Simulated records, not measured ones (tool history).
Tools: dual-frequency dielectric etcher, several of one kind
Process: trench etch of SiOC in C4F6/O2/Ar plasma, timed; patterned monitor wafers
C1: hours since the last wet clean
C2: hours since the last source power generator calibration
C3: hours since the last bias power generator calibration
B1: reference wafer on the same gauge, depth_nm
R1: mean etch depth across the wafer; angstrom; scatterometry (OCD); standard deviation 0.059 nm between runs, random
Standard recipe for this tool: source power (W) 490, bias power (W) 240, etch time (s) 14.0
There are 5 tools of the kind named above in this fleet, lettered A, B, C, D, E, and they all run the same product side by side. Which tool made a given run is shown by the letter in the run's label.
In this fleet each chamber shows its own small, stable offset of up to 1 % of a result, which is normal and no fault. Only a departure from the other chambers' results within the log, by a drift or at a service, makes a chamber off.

run 1B hour=8.7 | source_power_(W)=490 bias_power_(W)=240 etch_time_(s)=14.0 | C1=271.5 C2=2350.0 C3=2514.2 | B1=38.134 | R1=347.66
run 2A hour=22.5 | source_power_(W)=490 bias_power_(W)=240 etch_time_(s)=14.0 | C1=147.3 C2=3360.8 C3=812.6 | B1=38.111 | R1=344.01
run 3E hour=37.5 | source_power_(W)=490 bias_power_(W)=240 etch_time_(s)=14.0 | C1=67.0 C2=3792.3 C3=1255.2 | B1=38.144 | R1=346.09
run 4C hour=47.4 | source_power_(W)=490 bias_power_(W)=240 etch_time_(s)=14.0 | C1=297.3 C2=1274.9 C3=989.2 | B1=38.149 | R1=344.79
run 5D hour=60.1 | source_power_(W)=490 bias_power_(W)=240 etch_time_(s)=14.0 | C1=75.7 C2=1899.7 C3=3583.2 | B1=38.151 | R1=344.72
run 6E hour=70.0 | source_power_(W)=490 bias_power_(W)=240 etch_time_(s)=14.0 | C1=99.5 C2=3824.8 C3=1287.7 | B1=38.158 | R1=345.53
-- hour=73.8 chamber A: source power generator calibrated
-- hour=75.6 chamber B: bias power generator calibrated
run 7D hour=76.9 | source_power_(W)=490 bias_power_(W)=240 etch_time_(s)=14.0 | C1=92.5 C2=1916.5 C3=3600.0 | B1=38.145 | R1=346.07
run 8C hour=86.6 | source_power_(W)=490 bias_power_(W)=240 etch_time_(s)=14.0 | C1=336.5 C2=1314.1 C3=1028.4 | B1=38.146 | R1=345.53
run 9B hour=98.0 | source_power_(W)=490 bias_power_(W)=240 etch_time_(s)=14.0 | C1=360.8 C2=2439.3 C3=22.5 | B1=38.168 | R1=349.57
run 10A hour=107.1 | source_power_(W)=490 bias_power_(W)=200 etch_time_(s)=14.0 | C1=231.9 C2=33.4 C3=897.2 | B1=38.175 | R1=325.67
run 11B hour=119.4 | source_power_(W)=490 bias_power_(W)=200 etch_time_(s)=14.0 | C1=382.2 C2=2460.7 C3=43.9 | B1=38.177 | R1=328.75
run 12D hour=127.1 | source_power_(W)=490 bias_power_(W)=200 etch_time_(s)=14.0 | C1=142.7 C2=1966.7 C3=3650.2 | B1=38.168 | R1=326.14
run 13C hour=136.1 | source_power_(W)=490 bias_power_(W)=200 etch_time_(s)=14.0 | C1=386.0 C2=1363.6 C3=1077.9 | B1=38.178 | R1=325.27
run 14A hour=147.1 | source_power_(W)=490 bias_power_(W)=200 etch_time_(s)=14.0 | C1=271.9 C2=73.4 C3=937.2 | B1=38.182 | R1=324.88
run 15E hour=162.0 | source_power_(W)=490 bias_power_(W)=240 etch_time_(s)=14.0 | C1=191.5 C2=3916.8 C3=1379.7 | B1=38.198 | R1=346.72
run 16E hour=172.8 | source_power_(W)=490 bias_power_(W)=240 etch_time_(s)=14.0 | C1=202.3 C2=3927.6 C3=1390.5 | B1=38.226 | R1=346.57
run 17B hour=180.0 | source_power_(W)=490 bias_power_(W)=240 etch_time_(s)=14.0 | C1=442.8 C2=2521.3 C3=104.5 | B1=38.197 | R1=349.25
run 18A hour=192.7 | source_power_(W)=490 bias_power_(W)=240 etch_time_(s)=14.0 | C1=317.5 C2=119.0 C3=982.8 | B1=38.205 | R1=345.14
-- hour=199.9 chamber C: source power generator calibrated
run 19D hour=204.6 | source_power_(W)=490 bias_power_(W)=240 etch_time_(s)=14.0 | C1=220.2 C2=2044.2 C3=3727.7 | B1=38.230 | R1=345.93
run 20C hour=219.5 | source_power_(W)=490 bias_power_(W)=240 etch_time_(s)=14.0 | C1=469.4 C2=19.6 C3=1161.3 | B1=38.241 | R1=345.47
run 21B hour=229.2 | source_power_(W)=490 bias_power_(W)=240 etch_time_(s)=14.0 | C1=492.0 C2=2570.5 C3=153.7 | B1=38.248 | R1=348.88
run 22E hour=243.4 | source_power_(W)=490 bias_power_(W)=269 etch_time_(s)=17.5 | C1=272.9 C2=3998.2 C3=1461.1 | B1=38.271 | R1=450.13
run 23D hour=252.6 | source_power_(W)=490 bias_power_(W)=269 etch_time_(s)=17.5 | C1=268.2 C2=2092.2 C3=3775.7 | B1=38.270 | R1=450.20
run 24C hour=260.4 | source_power_(W)=490 bias_power_(W)=269 etch_time_(s)=17.5 | C1=510.3 C2=60.5 C3=1202.2 | B1=38.268 | R1=449.45
-- hour=261.6 chamber C: wet clean of the chamber
-- hour=263.0 chamber B: wet clean of the chamber
run 25A hour=272.6 | source_power_(W)=490 bias_power_(W)=269 etch_time_(s)=17.5 | C1=397.4 C2=198.9 C3=1062.7 | B1=38.273 | R1=449.90
run 26D hour=282.5 | source_power_(W)=490 bias_power_(W)=269 etch_time_(s)=17.5 | C1=298.1 C2=2122.1 C3=3805.6 | B1=38.272 | R1=451.46
run 27B hour=297.8 | source_power_(W)=490 bias_power_(W)=240 etch_time_(s)=14.0 | C1=34.9 C2=2639.1 C3=222.3 | B1=38.305 | R1=349.40
run 28C hour=307.2 | source_power_(W)=490 bias_power_(W)=240 etch_time_(s)=14.0 | C1=45.6 C2=107.3 C3=1249.0 | B1=38.289 | R1=345.36
run 29E hour=319.3 | source_power_(W)=490 bias_power_(W)=240 etch_time_(s)=14.0 | C1=348.8 C2=4074.1 C3=1537.0 | B1=38.312 | R1=347.75
run 30A hour=326.5 | source_power_(W)=450 bias_power_(W)=282 etch_time_(s)=14.0 | C1=451.3 C2=252.8 C3=1116.6 | B1=38.308 | R1=354.92
run 31E hour=338.5 | source_power_(W)=450 bias_power_(W)=282 etch_time_(s)=14.0 | C1=368.0 C2=4093.3 C3=1556.2 | B1=38.318 | R1=355.70
run 32C hour=351.5 | source_power_(W)=450 bias_power_(W)=282 etch_time_(s)=14.0 | C1=89.9 C2=151.6 C3=1293.3 | B1=38.326 | R1=354.30
run 33A hour=365.1 | source_power_(W)=450 bias_power_(W)=282 etch_time_(s)=14.0 | C1=489.9 C2=291.4 C3=1155.2 | B1=38.334 | R1=354.57
run 34D hour=373.9 | source_power_(W)=450 bias_power_(W)=282 etch_time_(s)=14.0 | C1=389.5 C2=2213.5 C3=3897.0 | B1=38.343 | R1=355.43
run 35B hour=381.3 | source_power_(W)=490 bias_power_(W)=240 etch_time_(s)=14.0 | C1=118.4 C2=2722.6 C3=305.8 | B1=38.339 | R1=349.32
run 36C hour=388.9 | source_power_(W)=490 bias_power_(W)=240 etch_time_(s)=14.0 | C1=127.3 C2=189.0 C3=1330.7 | B1=38.350 | R1=347.52
run 37B hour=397.0 | source_power_(W)=490 bias_power_(W)=240 etch_time_(s)=14.0 | C1=134.1 C2=2738.3 C3=321.5 | B1=38.365 | R1=351.22
run 38D hour=405.5 | source_power_(W)=490 bias_power_(W)=240 etch_time_(s)=14.0 | C1=421.1 C2=2245.1 C3=3928.6 | B1=38.357 | R1=346.98

One chamber off, gauge drift, or nothing amiss beyond the chambers' own small offsets? If it is a chamber, which one, and what is the likeliest cause?

No chamber is off; the gauge reading every chamber's wafers drifts, which makes the whole fleet appear to move together.
What lies behind it: gauge reads high (%) = 0.702.

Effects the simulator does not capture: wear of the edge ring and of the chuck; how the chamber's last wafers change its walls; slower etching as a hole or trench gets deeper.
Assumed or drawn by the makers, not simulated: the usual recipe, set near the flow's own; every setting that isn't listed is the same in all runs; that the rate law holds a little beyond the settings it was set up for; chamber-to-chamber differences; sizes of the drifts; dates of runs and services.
